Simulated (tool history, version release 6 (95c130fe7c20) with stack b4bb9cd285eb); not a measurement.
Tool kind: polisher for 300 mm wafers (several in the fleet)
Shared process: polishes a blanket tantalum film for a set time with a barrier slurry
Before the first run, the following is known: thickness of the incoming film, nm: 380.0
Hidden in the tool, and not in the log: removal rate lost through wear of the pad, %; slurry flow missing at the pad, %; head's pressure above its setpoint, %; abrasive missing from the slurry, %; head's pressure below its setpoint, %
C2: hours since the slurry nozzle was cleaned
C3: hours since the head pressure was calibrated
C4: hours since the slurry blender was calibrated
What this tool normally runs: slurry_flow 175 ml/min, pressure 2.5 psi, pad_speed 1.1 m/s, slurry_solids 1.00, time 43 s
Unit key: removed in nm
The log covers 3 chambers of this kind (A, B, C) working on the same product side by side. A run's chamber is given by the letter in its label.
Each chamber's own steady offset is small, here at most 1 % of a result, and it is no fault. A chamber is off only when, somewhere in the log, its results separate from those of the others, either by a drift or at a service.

run 1A day=0.458 | slurry_flow=175 pressure=2.5 pad_speed=1.1 slurry_solids=1.00 time=43 | wafers_polished_on_this_pad=455 C2=280.6 C3=728.0 C4=70.9 | removed=104.600
-- day=0.921 chamber B: worn pad replaced by a new one
run 2B day=0.942 | slurry_flow=175 pressure=2.5 pad_speed=1.1 slurry_solids=1.00 time=43 | wafers_polished_on_this_pad=4 C2=48.7 C3=501.1 C4=60.7 | removed=104.780
run 3C day=1.367 | slurry_flow=175 pressure=2.5 pad_speed=1.1 slurry_solids=1.00 time=43 | wafers_polished_on_this_pad=362 C2=297.0 C3=1272.0 C4=226.1 | removed=104.600
run 4C day=1.621 | slurry_flow=175 pressure=2.5 pad_speed=1.1 slurry_solids=1.00 time=43 | wafers_polished_on_this_pad=411 C2=303.1 C3=1278.1 C4=232.2 | removed=104.030
run 5A day=2.096 | slurry_flow=175 pressure=3.0 pad_speed=1.1 slurry_solids=1.00 time=35 | wafers_polished_on_this_pad=769 C2=319.9 C3=767.3 C4=110.2 | removed=101.880
run 6B day=2.625 | slurry_flow=175 pressure=3.0 pad_speed=1.1 slurry_solids=1.00 time=35 | wafers_polished_on_this_pad=327 C2=89.1 C3=541.5 C4=101.1 | removed=100.960
-- day=2.654 chamber A: worn pad replaced by a new one
run 7B day=3.146 | slurry_flow=175 pressure=3.0 pad_speed=1.1 slurry_solids=1.00 time=35 | wafers_polished_on_this_pad=427 C2=101.6 C3=554.0 C4=113.6 | removed=100.770
run 8C day=3.546 | slurry_flow=175 pressure=2.5 pad_speed=1.1 slurry_solids=1.00 time=43 | wafers_polished_on_this_pad=780 C2=349.3 C3=1324.3 C4=278.4 | removed=105.780
-- day=3.879 chamber B: head pressure recalibrated
run 9A day=3.962 | slurry_flow=175 pressure=2.5 pad_speed=1.1 slurry_solids=1.00 time=43 | wafers_polished_on_this_pad=251 C2=364.7 C3=812.1 C4=155.0 | removed=106.380
-- day=3.979 chamber C: worn pad replaced by a new one
-- day=3.996 chamber B: worn pad replaced by a new one
-- day=4.083 chamber B: slurry blender recalibrated
run 10C day=4.338 | slurry_flow=175 pressure=2.5 pad_speed=1.1 slurry_solids=1.00 time=43 | wafers_polished_on_this_pad=69 C2=368.3 C3=1343.3 C4=297.4 | removed=105.250
run 11A day=4.762 | slurry_flow=175 pressure=2.5 pad_speed=1.1 slurry_solids=1.00 time=43 | wafers_polished_on_this_pad=405 C2=383.9 C3=831.3 C4=174.2 | removed=103.680
-- day=4.983 chamber C: slurry blender recalibrated
run 12B day=5.225 | slurry_flow=175 pressure=2.5 pad_speed=1.1 slurry_solids=1.00 time=43 | wafers_polished_on_this_pad=235 C2=151.5 C3=32.3 C4=27.4 | removed=96.764
run 13C day=5.617 | slurry_flow=175 pressure=2.5 pad_speed=1.1 slurry_solids=1.00 time=43 | wafers_polished_on_this_pad=314 C2=399.0 C3=1374.0 C4=15.2 | removed=105.090
run 14A day=5.983 | slurry_flow=175 pressure=2.5 pad_speed=1.1 slurry_solids=1.00 time=43 | wafers_polished_on_this_pad=639 C2=413.2 C3=860.6 C4=203.5 | removed=105.860
run 15B day=6.446 | slurry_flow=175 pressure=2.5 pad_speed=1.1 slurry_solids=1.00 time=43 | wafers_polished_on_this_pad=469 C2=180.8 C3=61.6 C4=56.7 | removed=95.918
-- day=6.746 chamber B: worn pad replaced by a new one
run 16A day=6.767 | slurry_flow=175 pressure=2.5 pad_speed=1.1 slurry_solids=1.00 time=43 | wafers_polished_on_this_pad=789 C2=432.0 C3=879.4 C4=222.3 | removed=103.340
run 17C day=7.083 | slurry_flow=175 pressure=2.5 pad_speed=1.1 slurry_solids=1.00 time=43 | wafers_polished_on_this_pad=595 C2=434.2 C3=1409.2 C4=50.4 | removed=105.310
-- day=7.212 chamber C: head pressure recalibrated
-- day=7.246 chamber A: worn pad replaced by a new one
run 18B day=7.575 | slurry_flow=175 pressure=2.5 pad_speed=1.1 slurry_solids=1.00 time=43 | wafers_polished_on_this_pad=159 C2=207.9 C3=88.7 C4=83.8 | removed=96.127
run 19B day=8.125 | slurry_flow=175 pressure=2.5 pad_speed=1.1 slurry_solids=1.00 time=43 | wafers_polished_on_this_pad=265 C2=221.1 C3=101.9 C4=97.0 | removed=95.892
run 20C day=8.488 | slurry_flow=175 pressure=2.5 pad_speed=1.1 slurry_solids=1.00 time=43 | wafers_polished_on_this_pad=864 C2=467.9 C3=30.6 C4=84.1 | removed=104.570
-- day=8.504 chamber C: worn pad replaced by a new one
run 21A day=8.829 | slurry_flow=175 pressure=2.5 pad_speed=1.1 slurry_solids=1.00 time=43 | wafers_polished_on_this_pad=303 C2=481.5 C3=928.9 C4=271.8 | removed=106.290
run 22B day=9.075 | slurry_flow=175 pressure=2.5 pad_speed=1.1 slurry_solids=1.00 time=43 | wafers_polished_on_this_pad=447 C2=243.9 C3=124.7 C4=119.8 | removed=97.017
-- day=9.492 chamber A: slurry blender recalibrated
run 23A day=9.583 | slurry_flow=175 pressure=2.1 pad_speed=1.1 slurry_solids=1.25 time=43 | wafers_polished_on_this_pad=448 C2=499.6 C3=947.0 C4=2.3 | removed=93.114
run 24C day=9.858 | slurry_flow=175 pressure=2.1 pad_speed=1.1 slurry_solids=1.25 time=43 | wafers_polished_on_this_pad=260 C2=500.8 C3=63.5 C4=117.0 | removed=92.487

Is one chamber off against the others, does the gauge drift, or is nothing wrong? If a chamber is off, say which, and what the likeliest cause is.

Chamber B came out of a service off from its peers and stayed that way.
Cause: head's pressure below its setpoint, % = 7.59.

Chamber B could run next with any of the 4 candidate recipes listed below; each alters the usual settings, and their results appear as question marks. Which one brings its results back in line with what the other chambers deliver on the usual settings?
To be in line, a result may differ from the other chambers' mean on the usual settings by at most: removed 3.200 nm
run 25B-1 day=10.258 | slurry_flow=175 pressure=2.4 pad_speed=1.08 slurry_solids=1.00 time=42 | removed=?
run 25B-2 day=10.258 | slurry_flow=175 pressure=2.6 pad_speed=1.14 slurry_solids=1.00 time=44 | removed=?
run 25B-3 day=10.258 | slurry_flow=180 pressure=2.5 pad_speed=1.28 slurry_solids=1.05 time=43 | removed=?
run 25B-4 day=10.258 | slurry_flow=175 pressure=2.3 pad_speed=1.10 slurry_solids=1.00 time=40 | removed=?

What the other chambers average on the usual settings: removed 104.760 nm
run=25B-1 removed=88.531
run=25B-2 removed=106.030
run=25B-3 removed=113.730
run=25B-4 removed=82.264
The right change is 25B-2: it brings the chamber back within the allowed miss of the others.
